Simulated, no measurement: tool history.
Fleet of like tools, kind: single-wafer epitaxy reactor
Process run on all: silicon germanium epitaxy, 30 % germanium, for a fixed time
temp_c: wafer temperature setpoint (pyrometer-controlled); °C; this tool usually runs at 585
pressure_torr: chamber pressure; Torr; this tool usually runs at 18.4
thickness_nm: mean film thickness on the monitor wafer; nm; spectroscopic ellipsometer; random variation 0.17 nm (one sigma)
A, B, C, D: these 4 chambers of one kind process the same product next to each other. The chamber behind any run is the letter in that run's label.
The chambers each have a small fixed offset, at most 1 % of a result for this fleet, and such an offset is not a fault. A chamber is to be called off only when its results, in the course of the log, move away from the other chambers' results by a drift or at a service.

run	hour	temp_c	pressure_torr	read-back reference wafer on the same gauge, thickness_nm	thickness_nm
1D	9.1	585	18.4	40.971	43.565
2A	14.8	585	18.4	41.006	43.395
3C	21.4	585	18.4	40.982	43.106
4B	27.6	585	18.4	40.973	43.211
5D	35.6	585	18.4	40.989	43.608
6C	43.2	585	18.4	41.007	43.162
7B	49.7	585	18.4	40.993	43.228
8A	57	585	18.4	40.984	43.255
9C	64.3	585	18.4	41.006	42.944
10B	74.6	585	18.4	40.987	42.995
11A	84.7	593	14.4	40.995	45.223
12D	93.6	593	14.4	40.996	45.766
13B	103.2	593	14.4	41.032	45.189
14C	108.8	593	14.4	40.977	45.356
15D	115.7	585	18.4	41.037	43.552
16A	123.8	585	18.4	40.979	42.851
17A	130.4	585	18.4	41.026	43.27
18C	138.6	585	18.4	41.004	43.049
19B	149.6	585	18.4	41.014	42.428
20D	160.1	585	18.4	40.995	43.445
21D	169.1	585	18.4	41.018	43.1
# hour 172.3: chamber D: capacitance manometer re-zeroed and calibrated
22A	179.1	585	18.4	41.019	43.073
23B	190.2	591	15.6	40.986	44.175
24C	196.5	591	15.6	41.005	45.013
25B	202.4	591	15.6	40.99	44.153
26D	208.5	591	15.6	41.021	45.537
27A	219.7	585	18.4	40.993	42.832
28C	230.6	585	18.4	41.038	42.961
29A	238.5	585	18.4	40.987	43.494
30B	243.5	585	18.4	40.988	41.526
31D	250.5	585	18.4	41.016	43.134
32C	260.8	585	18.4	40.996	42.771
33A	272.4	585	18.4	41.006	42.839
34C	282.6	585	18.4	41.013	43.086
35D	291.4	593	21.5	40.981	53.832

Next, all 4 chambers run the settings below, one line each with question marks for the results. What does each chamber give?
36A	299.7	585	18.4		?
36B	299.7	585	18.4		?
36C	299.7	585	18.4		?
36D	299.7	585	18.4		?

run	thickness_nm
36A	43.084
36B	41.527
36C	43.018
36D	43.575
